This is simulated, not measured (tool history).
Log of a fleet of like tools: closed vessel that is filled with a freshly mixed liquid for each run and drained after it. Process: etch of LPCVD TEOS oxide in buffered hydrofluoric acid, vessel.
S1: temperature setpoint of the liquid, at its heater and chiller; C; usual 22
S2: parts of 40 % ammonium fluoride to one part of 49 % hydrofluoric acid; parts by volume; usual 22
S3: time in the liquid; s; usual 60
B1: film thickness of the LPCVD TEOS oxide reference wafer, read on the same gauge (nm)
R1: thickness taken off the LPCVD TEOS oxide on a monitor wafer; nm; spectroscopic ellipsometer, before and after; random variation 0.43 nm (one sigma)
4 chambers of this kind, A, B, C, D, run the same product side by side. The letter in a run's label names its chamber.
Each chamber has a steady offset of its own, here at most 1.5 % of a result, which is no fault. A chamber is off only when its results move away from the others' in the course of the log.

run	day	S1	S2	S3	B1	R1
1C	0.254	22	22	60	90.022	102.27
2D	0.433	22	22	60	90.011	102.04
3A	0.671	22	22	60	89.997	103.77
# day 0.758: chamber D: hydrofluoric acid flow meter replaced
4B	0.9	22	22	60	90.01	101.53
5C	1.158	22	22	60	90	102.24
6B	1.417	22	22	60	90.01	101.61
7A	1.562	22	22	60	89.985	103.65
8D	1.733	22	22	60	89.975	102.62
9D	2.008	17	22	35	89.975	45.158
10A	2.246	17	22	35	90.005	46.086
11C	2.508	17	22	35	90.009	44.843
12B	2.662	17	22	35	90.011	44.938
13C	2.917	22	22	60	89.966	102.08
14D	3.042	22	22	60	89.995	102.81
15B	3.192	22	22	60	89.985	103.29
16A	3.342	22	22	60	90.04	103.83
17B	3.621	22	22	60	90.002	103.06
18A	3.85	22	22	60	90.001	103.7
19C	3.996	22	22	60	89.995	102.43
20D	4.271	22	22	60	89.991	103.41
21A	4.542	22	22	80	90.012	137.06
22D	4.704	22	22	80	89.998	135.82
23B	4.95	22	22	80	90.022	139.05
24C	5.083	22	22	80	89.988	137.43
25D	5.362	22	22	60	90.002	102.98
26A	5.567	22	22	60	90.003	103.46
27C	5.746	22	22	60	89.985	102.19
28B	6.033	26	22	85	90.023	183.24
29B	6.279	26	22	85	90.011	184.41
30D	6.517	26	22	85	89.986	179.35
31A	6.679	26	22	85	89.992	182.43
32C	6.833	22	22	60	90.003	102.79
33B	6.971	22	22	60	90.047	104.96
34C	7.162	22	22	60	89.989	102.17
35A	7.396	22	22	60	89.993	103.83
36D	7.6	22	22	60	90.021	103
37B	7.792	17.5	22	60	90.012	82.099
38A	8.046	17.5	22	60	90.024	80.35
39C	8.196	17.5	22	60	89.985	79.257
40D	8.383	17.5	22	60	89.993	79.806
41C	8.65	25	14	60	90.001	182.77
42A	8.904	25	14	60	90.002	184.42
43D	9.158	25	14	60	89.98	184.35
44B	9.392	25	14	60	90.002	191.06

Next, every chamber runs the same settings. What will each give?
45A	9.6	22	22	60		?
45B	9.6	22	22	60		?
45C	9.6	22	22	60		?
45D	9.6	22	22	60		?

run	R1
45A	103.09
45B	107.54
45C	102.45
45D	103.02

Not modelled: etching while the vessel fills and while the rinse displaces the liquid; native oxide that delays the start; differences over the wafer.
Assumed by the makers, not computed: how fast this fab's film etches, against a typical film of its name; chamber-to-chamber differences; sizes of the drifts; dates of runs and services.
